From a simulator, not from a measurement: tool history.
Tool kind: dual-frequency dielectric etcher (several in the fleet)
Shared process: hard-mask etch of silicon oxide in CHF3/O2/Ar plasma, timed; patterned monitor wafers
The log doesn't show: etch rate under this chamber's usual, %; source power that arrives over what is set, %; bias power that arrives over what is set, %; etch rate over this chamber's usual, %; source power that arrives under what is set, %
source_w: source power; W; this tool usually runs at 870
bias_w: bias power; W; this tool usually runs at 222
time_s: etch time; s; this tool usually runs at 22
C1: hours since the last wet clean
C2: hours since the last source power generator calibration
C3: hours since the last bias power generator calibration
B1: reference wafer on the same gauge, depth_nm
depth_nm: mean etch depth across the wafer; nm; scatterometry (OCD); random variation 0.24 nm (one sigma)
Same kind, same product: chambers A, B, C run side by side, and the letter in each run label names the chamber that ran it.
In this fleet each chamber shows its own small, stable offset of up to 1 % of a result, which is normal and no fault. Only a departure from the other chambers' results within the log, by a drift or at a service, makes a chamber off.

{"run": "1C", "hour": 11.1, "source_w": 870, "bias_w": 222, "time_s": 22, "C1": 266.3, "C2": 1611.7, "C3": 2130.3, "B1": 55.989, "depth_nm": 53.564}
{"run": "2B", "hour": 21.4, "source_w": 870, "bias_w": 222, "time_s": 22, "C1": 42.6, "C2": 748.3, "C3": 3607.1, "B1": 56.012, "depth_nm": 54.091}
{"run": "3A", "hour": 27.9, "source_w": 870, "bias_w": 222, "time_s": 22, "C1": 265.8, "C2": 1295.9, "C3": 1449.7, "B1": 55.945, "depth_nm": 54.032}
{"run": "4C", "hour": 38.1, "source_w": 870, "bias_w": 222, "time_s": 22, "C1": 293.3, "C2": 1638.7, "C3": 2157.3, "B1": 56.033, "depth_nm": 53.244}
{"run": "5A", "hour": 48.0, "source_w": 870, "bias_w": 222, "time_s": 22, "C1": 285.9, "C2": 1316, "C3": 1469.8, "B1": 56.002, "depth_nm": 54.252}
{"run": "6B", "hour": 54.4, "source_w": 870, "bias_w": 271, "time_s": 22, "C1": 75.6, "C2": 781.3, "C3": 3640.1, "B1": 55.987, "depth_nm": 58.057}
{"run": "7B", "hour": 63.6, "source_w": 870, "bias_w": 271, "time_s": 22, "C1": 84.8, "C2": 790.5, "C3": 3649.3, "B1": 56.026, "depth_nm": 57.917}
{"run": "8C", "hour": 70.1, "source_w": 870, "bias_w": 271, "time_s": 22, "C1": 325.3, "C2": 1670.7, "C3": 2189.3, "B1": 56.004, "depth_nm": 57.466}
{"run": "9A", "hour": 77.2, "source_w": 870, "bias_w": 222, "time_s": 22, "C1": 315.1, "C2": 1345.2, "C3": 1499, "B1": 55.984, "depth_nm": 53.843}
{"run": "10A", "hour": 87.0, "source_w": 870, "bias_w": 222, "time_s": 22, "C1": 324.9, "C2": 1355, "C3": 1508.8, "B1": 56.001, "depth_nm": 54.5}
{"run": "11C", "hour": 93.8, "source_w": 870, "bias_w": 222, "time_s": 22, "C1": 349, "C2": 1694.4, "C3": 2213, "B1": 56, "depth_nm": 53.822}
{"hour": 100.6, "done": "chamber B: bias power generator calibrated"}
{"run": "12B", "hour": 104.3, "source_w": 870, "bias_w": 222, "time_s": 22, "C1": 125.5, "C2": 831.2, "C3": 3.8, "B1": 56.042, "depth_nm": 53.812}
{"run": "13B", "hour": 112.2, "source_w": 870, "bias_w": 222, "time_s": 16.5, "C1": 133.4, "C2": 839.1, "C3": 11.7, "B1": 55.94, "depth_nm": 40.248}
{"run": "14C", "hour": 121.7, "source_w": 870, "bias_w": 222, "time_s": 16.5, "C1": 376.9, "C2": 1722.3, "C3": 2240.9, "B1": 55.994, "depth_nm": 40.228}
{"run": "15A", "hour": 132.2, "source_w": 870, "bias_w": 222, "time_s": 16.5, "C1": 370.1, "C2": 1400.2, "C3": 1554, "B1": 55.995, "depth_nm": 40.542}
{"run": "16A", "hour": 138.5, "source_w": 870, "bias_w": 222, "time_s": 22, "C1": 376.4, "C2": 1406.5, "C3": 1560.3, "B1": 55.996, "depth_nm": 53.844}
{"hour": 141.0, "done": "chamber C: bias power generator calibrated"}
{"run": "17B", "hour": 147.8, "source_w": 870, "bias_w": 222, "time_s": 22, "C1": 169, "C2": 874.7, "C3": 47.3, "B1": 55.948, "depth_nm": 53.621}
{"run": "18C", "hour": 158.7, "source_w": 1000, "bias_w": 222, "time_s": 24.5, "C1": 413.9, "C2": 1759.3, "C3": 17.7, "B1": 55.969, "depth_nm": 62.477}
{"run": "19C", "hour": 166.0, "source_w": 1000, "bias_w": 222, "time_s": 24.5, "C1": 421.2, "C2": 1766.6, "C3": 25, "B1": 56.044, "depth_nm": 62.729}
{"hour": 166.2, "done": "chamber A: wet clean of the chamber"}
{"hour": 169.2, "done": "chamber C: wet clean of the chamber"}
{"run": "20B", "hour": 172.8, "source_w": 1000, "bias_w": 222, "time_s": 24.5, "C1": 194, "C2": 899.7, "C3": 72.3, "B1": 55.999, "depth_nm": 63.332}
{"run": "21A", "hour": 180.6, "source_w": 870, "bias_w": 222, "time_s": 22, "C1": 14.5, "C2": 1448.6, "C3": 1602.4, "B1": 56.05, "depth_nm": 51.786}
{"run": "22A", "hour": 188.4, "source_w": 870, "bias_w": 222, "time_s": 22, "C1": 22.3, "C2": 1456.4, "C3": 1610.2, "B1": 55.924, "depth_nm": 51.989}
{"run": "23B", "hour": 200.7, "source_w": 870, "bias_w": 222, "time_s": 22, "C1": 221.9, "C2": 927.6, "C3": 100.2, "B1": 56.025, "depth_nm": 54.403}
{"run": "24C", "hour": 212.0, "source_w": 870, "bias_w": 222, "time_s": 22, "C1": 42.8, "C2": 1812.6, "C3": 71, "B1": 55.995, "depth_nm": 53.138}
{"run": "25C", "hour": 223.8, "source_w": 870, "bias_w": 222, "time_s": 22, "C1": 54.6, "C2": 1824.4, "C3": 82.8, "B1": 55.966, "depth_nm": 53.157}
{"run": "26B", "hour": 232.3, "source_w": 870, "bias_w": 222, "time_s": 22, "C1": 253.5, "C2": 959.2, "C3": 131.8, "B1": 55.952, "depth_nm": 53.669}
{"run": "27A", "hour": 244.5, "source_w": 870, "bias_w": 222, "time_s": 22, "C1": 78.4, "C2": 1512.5, "C3": 1666.3, "B1": 56.038, "depth_nm": 51.9}
{"run": "28B", "hour": 256.1, "source_w": 870, "bias_w": 222, "time_s": 22, "C1": 277.3, "C2": 983, "C3": 155.6, "B1": 55.981, "depth_nm": 54.101}
{"run": "29C", "hour": 267.7, "source_w": 870, "bias_w": 255, "time_s": 22, "C1": 98.5, "C2": 1868.3, "C3": 126.7, "B1": 56.001, "depth_nm": 55.671}
{"run": "30A", "hour": 276.0, "source_w": 870, "bias_w": 255, "time_s": 22, "C1": 109.9, "C2": 1544, "C3": 1697.8, "B1": 55.964, "depth_nm": 54.646}
{"run": "31A", "hour": 288.2, "source_w": 870, "bias_w": 255, "time_s": 22, "C1": 122.1, "C2": 1556.2, "C3": 1710, "B1": 55.944, "depth_nm": 54.32}
{"run": "32B", "hour": 300.5, "source_w": 870, "bias_w": 222, "time_s": 22, "C1": 321.7, "C2": 1027.4, "C3": 200, "B1": 56.003, "depth_nm": 53.626}
{"run": "33C", "hour": 308.6, "source_w": 870, "bias_w": 222, "time_s": 22, "C1": 139.4, "C2": 1909.2, "C3": 167.6, "B1": 55.944, "depth_nm": 53.341}
{"run": "34B", "hour": 317.5, "source_w": 870, "bias_w": 222, "time_s": 22, "C1": 338.7, "C2": 1044.4, "C3": 217, "B1": 55.985, "depth_nm": 53.716}
{"run": "35A", "hour": 323.9, "source_w": 770, "bias_w": 222, "time_s": 22, "C1": 157.8, "C2": 1591.9, "C3": 1745.7, "B1": 56.001, "depth_nm": 49.507}
{"run": "36C", "hour": 329.9, "source_w": 770, "bias_w": 222, "time_s": 22, "C1": 160.7, "C2": 1930.5, "C3": 188.9, "B1": 55.955, "depth_nm": 51.083}

Is one chamber off against the others, does the gauge drift, or is nothing wrong? If a chamber is off, say which, and what the likeliest cause is.

After it was serviced, chamber A no longer matches the other chambers.
What lies behind it: etch rate under this chamber's usual, % = 3.52.

Which of the 4 candidates below, each the usual settings with something changed and its results left as question marks, puts chamber A back in line with what the other chambers give on the usual settings?
To be in line, a result may differ from the other chambers' mean on the usual settings by at most: depth_nm 0.85 nm
{"run": "37A-1", "hour": 339.0, "source_w": 940, "bias_w": 222, "time_s": 22, "depth_nm": "?"}
{"run": "37A-2", "hour": 339.0, "source_w": 830, "bias_w": 213, "time_s": 22, "depth_nm": "?"}
{"run": "37A-3", "hour": 339.0, "source_w": 870, "bias_w": 181, "time_s": 22, "depth_nm": "?"}
{"run": "37A-4", "hour": 339.0, "source_w": 1030, "bias_w": 222, "time_s": 22, "depth_nm": "?"}

Usual-settings mean across the other chambers: depth_nm 53.656 nm
run=37A-1 depth_nm=53.499
run=37A-2 depth_nm=50.332
run=37A-3 depth_nm=48.573
run=37A-4 depth_nm=55.389
The right change is 37A-1: it brings the chamber back within the allowed miss of the others.
